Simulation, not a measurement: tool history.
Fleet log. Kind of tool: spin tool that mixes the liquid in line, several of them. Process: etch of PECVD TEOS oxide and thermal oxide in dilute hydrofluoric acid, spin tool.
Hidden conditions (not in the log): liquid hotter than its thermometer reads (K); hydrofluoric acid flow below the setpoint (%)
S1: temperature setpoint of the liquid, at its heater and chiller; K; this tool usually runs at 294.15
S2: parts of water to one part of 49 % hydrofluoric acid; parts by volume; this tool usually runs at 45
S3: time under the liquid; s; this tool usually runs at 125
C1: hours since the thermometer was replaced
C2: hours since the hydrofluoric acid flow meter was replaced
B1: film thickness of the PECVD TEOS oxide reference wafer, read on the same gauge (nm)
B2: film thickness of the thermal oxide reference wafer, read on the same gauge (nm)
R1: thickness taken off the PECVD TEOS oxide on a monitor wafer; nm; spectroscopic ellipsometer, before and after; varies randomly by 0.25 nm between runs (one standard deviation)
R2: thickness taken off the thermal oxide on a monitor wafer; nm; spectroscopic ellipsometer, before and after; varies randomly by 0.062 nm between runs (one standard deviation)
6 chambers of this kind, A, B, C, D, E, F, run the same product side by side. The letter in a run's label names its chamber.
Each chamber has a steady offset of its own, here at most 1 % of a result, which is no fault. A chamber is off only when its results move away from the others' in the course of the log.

run,day,S1,S2,S3,C1,C2,B1,B2,R1,R2
# day 0.021: chamber E: thermometer replaced
1C,0.417,294.15,45,125,134.1,2459.1,90.012,140.01,40.489,12.4220
2A,0.829,294.15,45,125,205.5,689.5,90.010,140.01,40.328,12.4780
3F,1.142,294.15,45,125,79.5,199.4,89.979,139.98,40.094,12.4880
4B,1.471,294.15,45,125,959.0,629.8,90.002,140.01,40.197,12.4210
5E,1.829,294.15,45,125,43.4,968.8,90.009,140.00,40.243,12.4200
6D,2.229,294.15,45,125,350.6,56.8,89.989,140.00,39.738,12.3300
# day 2.379: chamber C: hydrofluoric acid flow meter replaced
7B,2.729,294.15,45,125,989.2,660.0,90.011,140.01,40.237,12.4300
8C,3.225,294.15,45,125,201.5,20.3,90.024,140.03,40.501,12.4780
9F,3.721,294.15,45,125,141.4,261.3,89.991,139.98,40.336,12.4630
10A,4.083,290.65,45,125,283.6,767.6,89.988,139.96,34.229,10.6300
11D,4.325,290.65,45,125,400.9,107.1,90.000,140.02,34.655,10.7020
12E,4.692,290.65,45,125,112.1,1037.5,89.987,140.01,34.424,10.5620
13C,5.050,290.65,45,125,245.3,64.1,89.989,139.97,34.600,10.5670
14D,5.338,290.65,45,125,425.2,131.4,89.989,139.97,34.936,10.6950
15B,5.650,290.65,45,125,1059.3,730.1,89.997,139.99,34.384,10.6930
16F,6.096,290.65,45,85,198.4,318.3,90.002,139.96,23.420,7.2403
17E,6.375,290.65,45,85,152.5,1077.9,90.001,140.00,23.719,7.2840
18A,6.638,290.65,45,85,344.9,828.9,90.017,140.02,23.420,7.2625
19C,7.062,290.65,45,85,293.6,112.4,90.005,140.00,23.562,7.1995
20F,7.462,290.65,45,85,231.2,351.1,90.017,139.99,23.524,7.3193
21B,7.788,290.65,45,85,1110.6,781.4,90.036,140.02,23.384,7.2733
22D,8.062,294.15,45,125,490.6,196.8,90.010,140.01,39.857,12.2590
23A,8.525,294.15,45,125,390.2,874.2,89.995,140.03,40.327,12.3830
24E,8.938,298.65,45,125,214.0,1139.4,90.015,139.99,48.505,14.9760
25A,9.346,298.65,45,125,409.9,893.9,89.991,139.98,48.847,14.9240
26D,9.650,298.65,45,125,528.7,234.9,90.039,140.00,48.169,14.8150
27C,9.979,298.65,45,125,363.6,182.4,90.020,139.99,48.837,14.9950
28E,10.404,298.65,45,125,249.2,1174.6,89.986,139.99,48.788,14.8170
29B,10.662,298.65,45,125,1179.6,850.4,89.970,140.02,48.034,14.8690
# day 10.854: chamber D: thermometer replaced
30F,10.962,294.15,45,125,315.2,435.1,90.000,139.99,39.776,12.4640
31A,11.279,294.15,45,125,456.3,940.3,89.988,140.02,40.162,12.4490
32C,11.558,290.65,45,55,401.5,220.3,90.020,139.98,15.217,4.6768
33F,12.004,290.65,45,55,340.2,460.1,89.992,140.03,15.259,4.6954
34E,12.250,290.65,45,55,293.5,1218.9,89.980,140.01,15.203,4.7130
35D,12.708,290.65,45,55,44.6,308.3,89.988,140.02,15.146,4.7404
36B,13.067,290.65,45,55,1237.3,908.1,89.998,139.98,15.032,4.7381
37B,13.388,290.65,45,55,1245.0,915.8,90.014,140.02,15.144,4.7238
38F,13.808,294.15,25,125,383.5,503.4,90.013,140.01,73.234,22.6170
39A,14.183,294.15,25,125,526.0,1010.0,90.010,140.00,73.395,22.6420
40E,14.425,294.15,25,125,345.7,1271.1,90.016,139.98,75.322,23.0670
41D,14.850,294.15,25,125,96.0,359.7,89.983,139.97,73.245,22.6340
# day 14.996: chamber C: thermometer replaced
42C,15.342,294.15,25,125,8.4,311.1,89.989,139.98,75.533,22.9360
43F,15.725,294.15,25,125,429.5,549.4,89.996,140.01,73.499,22.6670
44B,16.075,294.15,45,125,1309.5,980.3,89.978,140.02,39.790,12.3430

Does one chamber stand apart from the rest, does the shared gauge drift, or is all well apart from small per-chamber offsets? Give the chamber and the most likely cause, where there is one.

Beyond each chamber's small constant offset nothing stands out, and the gauge stays steady.

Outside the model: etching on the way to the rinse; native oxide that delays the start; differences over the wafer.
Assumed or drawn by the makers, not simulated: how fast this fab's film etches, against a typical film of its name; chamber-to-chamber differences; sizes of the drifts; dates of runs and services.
